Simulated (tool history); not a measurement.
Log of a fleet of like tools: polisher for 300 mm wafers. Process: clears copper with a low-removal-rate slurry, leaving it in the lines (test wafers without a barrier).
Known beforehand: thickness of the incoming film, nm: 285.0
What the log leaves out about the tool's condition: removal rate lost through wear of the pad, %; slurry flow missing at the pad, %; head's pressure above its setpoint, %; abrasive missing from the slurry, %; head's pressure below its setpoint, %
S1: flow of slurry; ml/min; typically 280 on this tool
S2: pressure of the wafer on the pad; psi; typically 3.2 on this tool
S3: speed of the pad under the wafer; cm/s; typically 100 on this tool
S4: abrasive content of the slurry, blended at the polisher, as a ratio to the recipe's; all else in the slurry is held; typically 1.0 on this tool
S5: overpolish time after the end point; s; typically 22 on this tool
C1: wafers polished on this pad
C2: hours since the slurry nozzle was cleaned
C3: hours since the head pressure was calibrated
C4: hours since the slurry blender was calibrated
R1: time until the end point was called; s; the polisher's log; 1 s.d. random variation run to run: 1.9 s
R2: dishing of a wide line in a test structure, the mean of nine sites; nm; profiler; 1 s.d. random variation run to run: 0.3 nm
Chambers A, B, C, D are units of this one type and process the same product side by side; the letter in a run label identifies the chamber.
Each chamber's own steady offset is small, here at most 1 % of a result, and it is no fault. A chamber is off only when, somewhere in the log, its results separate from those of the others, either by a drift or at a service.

| run | hour | S1 | S2 | S3 | S4 | S5 | C1 | C2 | C3 | C4 | R1 | R2 |
|---|---|---|---|---|---|---|---|---|---|---|---|---|
| 1D | 5.4 | 280 | 3.2 | 100 | 1.0 | 22 | 894 | 162.9 | 777.2 | 54.9 | 100.160 | 14.698 |
| 2B | 8.3 | 280 | 3.2 | 100 | 1.0 | 22 | 278 | 319.5 | 881.2 | 143.9 | 99.933 | 14.475 |
| 3A | 11.3 | 280 | 3.2 | 100 | 1.0 | 22 | 347 | 242.6 | 1286.7 | 116.7 | 98.140 | 14.700 |
| 4C | 14.1 | 280 | 3.2 | 100 | 1.0 | 22 | 960 | 254.3 | 275.5 | 195.2 | 97.895 | 14.915 |
| 5D | 18.1 | 280 | 3.2 | 100 | 1.0 | 22 | 995 | 175.6 | 789.9 | 67.6 | 102.030 | 15.234 |
| 6A | 22.9 | 280 | 3.2 | 100 | 0.9 | 22 | 439 | 254.2 | 1298.3 | 128.3 | 95.930 | 15.016 |
| 7B | 28.1 | 280 | 3.2 | 100 | 0.9 | 22 | 436 | 339.3 | 901.0 | 163.7 | 103.280 | 14.883 |
| 8C | 31.7 | 280 | 3.2 | 100 | 0.9 | 22 | 1101 | 271.9 | 293.1 | 212.8 | 99.605 | 14.481 |
| 9B | 36.2 | 280 | 3.2 | 100 | 0.9 | 22 | 500 | 347.4 | 909.1 | 171.8 | 99.606 | 14.731 |
| 10D | 38.9 | 280 | 3.2 | 100 | 1.0 | 22 | 1161 | 196.4 | 810.7 | 88.4 | 97.406 | 14.824 |
| 11C | 42.7 | 280 | 3.2 | 100 | 1.0 | 22 | 1188 | 282.9 | 304.1 | 223.8 | 96.046 | 14.929 |
| 12A | 46.1 | 280 | 3.2 | 100 | 1.0 | 22 | 624 | 277.4 | 1321.5 | 151.5 | 94.834 | 14.947 |
| 13C | 51.4 | 280 | 3.2 | 100 | 1.0 | 22 | 1257 | 291.6 | 312.8 | 232.5 | 101.250 | 14.627 |
|  | 53.5 | chamber A: slurry blender recalibrated |
| 14A | 54.3 | 280 | 3.2 | 100 | 1.0 | 22 | 689 | 285.6 | 1329.7 | 0.8 | 98.276 | 14.845 |
|  | 54.6 | chamber D: worn pad replaced by a new one |
|  | 55.4 | chamber B: slurry blender recalibrated |
| 15B | 58.5 | 280 | 3.2 | 68 | 1.0 | 22 | 678 | 369.7 | 931.4 | 3.2 | 142.090 | 13.368 |
| 16D | 63.6 | 280 | 3.2 | 68 | 1.0 | 22 | 72 | 221.1 | 835.4 | 113.1 | 143.590 | 13.592 |
|  | 65.9 | chamber D: slurry nozzle cleaned |
|  | 68.5 | chamber B: head pressure recalibrated |
| 17D | 68.6 | 280 | 3.2 | 68 | 1.0 | 22 | 111 | 2.7 | 840.4 | 118.1 | 146.120 | 13.583 |
| 18C | 72.9 | 280 | 3.2 | 68 | 1.0 | 22 | 1429 | 313.1 | 334.3 | 254.0 | 140.790 | 13.900 |
|  | 73.5 | chamber C: worn pad replaced by a new one |
| 19A | 76.9 | 280 | 3.2 | 100 | 1.0 | 22 | 869 | 308.2 | 1352.3 | 23.4 | 92.231 | 15.153 |
| 20B | 79.4 | 280 | 3.2 | 100 | 1.0 | 22 | 844 | 390.6 | 11.0 | 24.1 | 97.363 | 15.062 |
| 21C | 82.5 | 240 | 3.2 | 100 | 1.2 | 22 | 71 | 322.7 | 343.9 | 263.6 | 94.504 | 14.705 |
| 22B | 87.8 | 240 | 3.2 | 100 | 1.2 | 22 | 911 | 399.0 | 19.4 | 32.5 | 94.935 | 15.175 |
| 23A | 92.8 | 240 | 3.2 | 100 | 1.2 | 22 | 996 | 324.1 | 1368.2 | 39.3 | 94.188 | 14.780 |
| 24D | 98.2 | 240 | 3.2 | 100 | 1.2 | 22 | 347 | 32.3 | 870.0 | 147.7 | 95.840 | 14.926 |

Does one chamber stand apart from the rest, does the shared gauge drift, or is all well apart from small per-chamber offsets? Give the chamber and the most likely cause, where there is one.

The fleet is healthy, with each chamber sitting at its usual small offset and no drift in the gauge.
